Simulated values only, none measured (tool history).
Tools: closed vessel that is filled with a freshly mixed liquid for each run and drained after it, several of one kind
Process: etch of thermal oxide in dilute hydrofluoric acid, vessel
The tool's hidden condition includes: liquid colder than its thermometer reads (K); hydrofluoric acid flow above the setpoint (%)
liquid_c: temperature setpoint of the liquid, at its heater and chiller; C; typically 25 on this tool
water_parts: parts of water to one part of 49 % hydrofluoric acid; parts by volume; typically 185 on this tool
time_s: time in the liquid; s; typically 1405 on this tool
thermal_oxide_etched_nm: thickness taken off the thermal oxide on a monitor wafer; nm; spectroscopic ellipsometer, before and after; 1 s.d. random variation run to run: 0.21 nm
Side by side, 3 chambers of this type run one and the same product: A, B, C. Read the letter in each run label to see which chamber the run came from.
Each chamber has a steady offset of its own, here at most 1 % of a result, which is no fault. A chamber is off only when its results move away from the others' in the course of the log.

| run | hour | liquid_c | water_parts | time_s | hours since the thermometer was replaced | hours since the hydrofluoric acid flow meter was replaced | read-back film thickness of the thermal oxide reference wafer, read on the same gauge (nm) | thermal_oxide_etched_nm |
|---|---|---|---|---|---|---|---|---|
| 1B | 4.7 | 25 | 185 | 1405 | 1372 | 751 | 100 | 35.126 |
| 2A | 11.1 | 25 | 185 | 1405 | 530.5 | 195.6 | 100.02 | 34.607 |
| 3C | 18.4 | 25 | 185 | 1405 | 2121.1 | 308.1 | 100.01 | 35.24 |
| 4C | 27.5 | 25 | 185 | 1405 | 2130.2 | 317.2 | 99.998 | 35.175 |
| 5A | 36 | 25 | 185 | 1405 | 555.4 | 220.5 | 99.995 | 34.398 |
| 6B | 41.3 | 25 | 185 | 1405 | 1408.6 | 787.6 | 100.03 | 34.819 |
| 7C | 45.8 | 25 | 185 | 1405 | 2148.5 | 335.5 | 99.991 | 34.81 |
|  | 47.1 | chamber B: hydrofluoric acid flow meter replaced |
| 8B | 52.2 | 25 | 185 | 1405 | 1419.5 | 5.1 | 99.993 | 34.737 |
| 9A | 60.5 | 25 | 185 | 1405 | 579.9 | 245 | 100.01 | 34.751 |
| 10C | 66.1 | 25 | 185 | 1405 | 2168.8 | 355.8 | 100.03 | 34.724 |
| 11B | 73.4 | 25 | 185 | 1405 | 1440.7 | 26.3 | 99.997 | 35.23 |
| 12A | 82.8 | 25 | 185 | 1405 | 602.2 | 267.3 | 99.983 | 34.822 |
| 13A | 91.1 | 25 | 185 | 1405 | 610.5 | 275.6 | 100 | 34.285 |
| 14C | 99.8 | 25 | 185 | 1405 | 2202.5 | 389.5 | 100.02 | 34.871 |
| 15B | 107.6 | 25 | 185 | 1405 | 1474.9 | 60.5 | 100.03 | 35.044 |
| 16A | 116.7 | 20 | 255 | 1405 | 636.1 | 301.2 | 99.965 | 18.841 |
| 17C | 124.4 | 20 | 255 | 1405 | 2227.1 | 414.1 | 100.01 | 19.829 |
| 18B | 130.5 | 20 | 255 | 1405 | 1497.8 | 83.4 | 99.996 | 19.73 |
| 19C | 137.3 | 25 | 185 | 1405 | 2240 | 427 | 100.02 | 35.423 |
| 20B | 144.8 | 23 | 185 | 1405 | 1512.1 | 97.7 | 99.973 | 32.72 |
| 21A | 149.5 | 23 | 185 | 1405 | 668.9 | 334 | 99.997 | 30.564 |
| 22C | 158.3 | 23 | 185 | 1405 | 2261 | 448 | 100.02 | 32.628 |
| 23A | 165.6 | 25 | 185 | 1405 | 685 | 350.1 | 100.02 | 32.957 |
| 24B | 170.9 | 25 | 185 | 1405 | 1538.2 | 123.8 | 99.98 | 34.906 |
| 25B | 177.7 | 25 | 185 | 1405 | 1545 | 130.6 | 100.02 | 34.344 |
| 26A | 185.4 | 25 | 185 | 1405 | 704.8 | 369.9 | 100.05 | 31.986 |
| 27C | 189.9 | 25 | 185 | 1405 | 2292.6 | 479.6 | 100.01 | 35.126 |
| 28A | 195.4 | 25 | 185 | 1405 | 714.8 | 379.9 | 99.986 | 31.824 |
|  | 197.8 | chamber B: thermometer replaced |
| 29B | 200.1 | 25 | 185 | 1405 | 2.4 | 153 | 99.97 | 34.788 |

For the next run the whole fleet of 3 chambers uses the same settings. Give each chamber's results:
| 30A | 207 | 20 | 185 | 1405 |  |  |  | ? |
| 30B | 207 | 20 | 185 | 1405 |  |  |  | ? |
| 30C | 207 | 20 | 185 | 1405 |  |  |  | ? |

| run | thermal_oxide_etched_nm |
|---|---|
| 30A | 26.257 |
| 30B | 28.645 |
| 30C | 29.143 |
